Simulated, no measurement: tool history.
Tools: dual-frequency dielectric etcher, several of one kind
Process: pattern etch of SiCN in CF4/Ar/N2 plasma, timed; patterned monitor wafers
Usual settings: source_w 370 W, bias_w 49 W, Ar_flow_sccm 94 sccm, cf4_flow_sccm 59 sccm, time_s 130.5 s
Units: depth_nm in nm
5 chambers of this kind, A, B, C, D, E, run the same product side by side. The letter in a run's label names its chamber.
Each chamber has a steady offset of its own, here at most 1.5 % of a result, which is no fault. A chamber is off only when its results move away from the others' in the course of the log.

run   hour  source_w  bias_w  Ar_flow_sccm  cf4_flow_sccm  time_s  read-back reference wafer on the same gauge, depth_nm  depth_nm
 1D    8.8       370      49            94             59   130.5                                                 68.315    80.210
 2E   13.8       370      49            94             59   130.5                                                 68.408    82.077
      15.0  -- chamber B: Ar flow controller replaced
 3A   22.6       370      49            94             59   130.5                                                 68.365    82.221
 4B   28.5       370      49            94             59   130.5                                                 68.346    81.456
 5C   37.8       370      49            94             59   130.5                                                 68.245    82.354
 6E   42.8       370      49            94             59   130.5                                                 68.318    81.344
 7D   50.0       370      49            94             65   130.5                                                 68.263    82.510
 8C   57.4       370      49            94             65   130.5                                                 68.390    82.542
 9B   63.6       370      49            94             65   130.5                                                 68.382    82.260
10A   69.9       370      49            94             65   130.5                                                 68.357    82.595
11E   80.8       370      49            94             65   130.5                                                 68.194    82.234
12B   89.7       370      49            94             59   130.5                                                 68.319    82.364
13D   95.0       370      49            94             59   130.5                                                 68.275    80.958
      98.2  -- chamber E: wet clean of the chamber
14A  103.5       370      49            94             59   130.5                                                 68.325    82.072
15C  112.5       370      49            94             67   130.5                                                 68.292    81.977
16C  122.1       370      49            94             67   130.5                                                 68.350    83.108
     130.2  -- chamber D: source power generator calibrated
17A  132.5       370      49            94             67   130.5                                                 68.231    83.304
18D  141.0       370      49            94             67   130.5                                                 68.286    78.759
19E  147.1       370      49            94             67   130.5                                                 68.350    82.991
20B  155.1       370      49            94             59   130.5                                                 68.351    82.641
21C  163.2       370      49            94             59   130.5                                                 68.320    81.909
22A  170.2       370      49            94             59   130.5                                                 68.321    82.262
     170.9  -- chamber C: wet clean of the chamber
23B  176.1       370      49            94             59   130.5                                                 68.232    82.479
24E  181.4       370      49            94             59   130.5                                                 68.273    80.903
25D  187.0       370      49            94             59   130.5                                                 68.361    76.973
26A  195.4       370      49            94             59   130.5                                                 68.350    81.119
27D  201.0       370      49            94             59   130.5                                                 68.327    77.319
28B  212.3       370      56            80             59   130.5                                                 68.299    88.185
29C  220.1       370      56            80             59   130.5                                                 68.286    86.939
30E  226.7       370      56            80             59   130.5                                                 68.320    86.987
31D  234.3       370      56            80             59   130.5                                                 68.280    83.417
     235.7  -- chamber B: wet clean of the chamber
32C  241.2       370      56            80             59   130.5                                                 68.317    87.344
     246.7  -- chamber E: CF4 flow controller replaced
33E  246.7       370      45            94             59   130.5                                                 68.227    78.853
34A  255.5       370      45            94             59   130.5                                                 68.349    79.482
35B  260.7       370      45            94             59   130.5                                                 68.248    79.124
36C  269.1       370      45            94             59   130.5                                                 68.256    79.626
37B  278.8       370      45            94             59   130.5                                                 68.274    79.542
38A  286.0       370      49            94             59   130.5                                                 68.380    81.930
39D  296.2       370      49            94             59   130.5                                                 68.367    78.195
40E  305.4       370      49            94             59   130.5                                                 68.336    82.228
41C  312.9       370      49           104             59   130.5                                                 68.325    79.358

Is one chamber off against the others, does the gauge drift, or is nothing wrong? If a chamber is off, say which, and what the likeliest cause is.

A service left chamber D off against the others.
Cause: source power that arrives under what is set, % = 4.34.

Here are 4 candidates for chamber D's next run, each the usual settings with a change, their results left as question marks. Which one brings its results back in line with what the others give on the usual settings?
In line means no further than this from the other chambers' mean on the usual settings: depth_nm 1.600 nm
42D-1  321.1       370      49            94             80   130.5                                                                ?
42D-2  321.1       360      48            95             59   122.5                                                                ?
42D-3  321.1       380      50            93             59   139.5                                                                ?
42D-4  321.1       360      49            94             59   126.5                                                                ?

The other chambers' mean on the usual settings: depth_nm 81.575 nm
  run  depth_nm
42D-1    81.794
42D-2    70.727
42D-3    85.916
42D-4    73.667
42D-1 brings the chamber back in line.
